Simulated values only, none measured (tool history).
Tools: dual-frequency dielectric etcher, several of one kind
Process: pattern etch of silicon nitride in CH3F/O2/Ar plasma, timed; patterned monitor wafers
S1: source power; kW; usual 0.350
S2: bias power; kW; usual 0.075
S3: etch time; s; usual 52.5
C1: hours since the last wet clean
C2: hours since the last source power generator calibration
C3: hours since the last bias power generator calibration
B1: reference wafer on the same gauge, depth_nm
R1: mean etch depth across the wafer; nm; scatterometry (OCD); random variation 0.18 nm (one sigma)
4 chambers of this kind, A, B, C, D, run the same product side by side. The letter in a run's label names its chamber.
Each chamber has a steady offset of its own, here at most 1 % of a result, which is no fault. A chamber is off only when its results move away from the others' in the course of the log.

run	hour	S1	S2	S3	C1	C2	C3	B1	R1
1A	14.8	0.350	0.075	52.5	407.1	3349.1	2577.4	37.104	35.032
2D	26.4	0.350	0.075	52.5	228.0	2052.6	1971.1	37.079	35.343
3B	39.0	0.350	0.075	52.5	399.6	404.4	2962.4	37.123	35.088
4C	49.2	0.350	0.075	52.5	444.7	3381.3	57.9	37.102	35.548
# hour 62.8: chamber A: wet clean of the chamber
5D	63.4	0.350	0.089	67.5	265.0	2089.6	2008.1	37.126	48.386
6A	78.6	0.350	0.089	67.5	15.9	3412.9	2641.2	37.145	48.218
7B	85.8	0.350	0.089	67.5	446.4	451.2	3009.2	37.117	48.198
8C	94.7	0.350	0.089	67.5	490.2	3426.8	103.4	37.065	49.174
# hour 97.4: chamber C: wet clean of the chamber
9D	104.3	0.350	0.075	52.5	305.9	2130.5	2049.0	37.144	35.296
10B	111.8	0.350	0.075	46.5	472.4	477.2	3035.2	37.111	31.325
11C	121.8	0.350	0.075	46.5	24.5	3453.9	130.5	37.091	31.661
12A	128.7	0.350	0.075	46.5	66.0	3463.0	2691.3	37.184	31.090
13C	139.1	0.350	0.075	46.5	41.8	3471.2	147.8	37.140	31.494
14A	145.9	0.350	0.075	52.5	83.2	3480.2	2708.5	37.112	34.977
15D	160.0	0.350	0.075	52.5	361.6	2186.2	2104.7	37.074	35.742
16B	172.8	0.350	0.075	52.5	533.4	538.2	3096.2	37.107	34.779
17C	186.2	0.350	0.075	52.5	88.9	3518.3	194.9	37.070	35.785
18D	201.4	0.350	0.075	52.5	403.0	2227.6	2146.1	37.158	35.521
19B	213.4	0.350	0.075	52.5	574.0	578.8	3136.8	37.099	34.534
20A	221.3	0.350	0.075	52.5	158.6	3555.6	2783.9	37.091	35.289
# hour 230.5: chamber C: source power generator calibrated
21C	231.2	0.350	0.075	52.5	133.9	0.7	239.9	37.120	35.900
22A	240.7	0.350	0.065	62.5	178.0	3575.0	2803.3	37.086	40.218
23B	252.9	0.350	0.065	62.5	613.5	618.3	3176.3	37.068	39.022
# hour 259.2: chamber D: wet clean of the chamber
24D	267.1	0.350	0.065	62.5	7.9	2293.3	2211.8	37.045	39.768
25A	282.5	0.350	0.065	62.5	219.8	3616.8	2845.1	37.084	40.134
26D	290.6	0.350	0.075	52.5	31.4	2316.8	2235.3	37.130	35.227
27C	303.8	0.350	0.075	52.5	206.5	73.3	312.5	37.129	35.554
28B	316.0	0.350	0.075	52.5	676.6	681.4	3239.4	37.076	34.437
29D	329.7	0.350	0.075	52.5	70.5	2355.9	2274.4	37.113	35.442
30C	339.9	0.350	0.075	52.5	242.6	109.4	348.6	37.109	35.582
31A	348.1	0.350	0.075	52.5	285.4	3682.4	2910.7	37.087	34.965
32B	359.9	0.390	0.075	52.5	720.5	725.3	3283.3	37.067	35.715
33B	373.2	0.390	0.075	52.5	733.8	738.6	3296.6	37.086	35.786
34C	385.4	0.390	0.075	52.5	288.1	154.9	394.1	37.041	37.546
35D	396.9	0.390	0.075	52.5	137.7	2423.1	2341.6	37.069	36.675
36A	404.6	0.350	0.075	52.5	341.9	3738.9	2967.2	37.132	35.135
37C	414.2	0.350	0.075	52.5	316.9	183.7	422.9	37.102	36.026
38B	423.5	0.350	0.075	52.5	784.1	788.9	3346.9	37.112	33.971
39D	432.4	0.350	0.075	52.5	173.2	2458.6	2377.1	37.105	35.535
40A	446.4	0.350	0.075	52.5	383.7	3780.7	3009.0	37.139	35.140

All 4 chambers run these settings next. Forecast each chamber's results:
41A	457.4	0.350	0.069	52.5					?
41B	457.4	0.350	0.069	52.5					?
41C	457.4	0.350	0.069	52.5					?
41D	457.4	0.350	0.069	52.5					?

run	R1
41A	34.197
41B	32.321
41C	35.014
41D	34.510
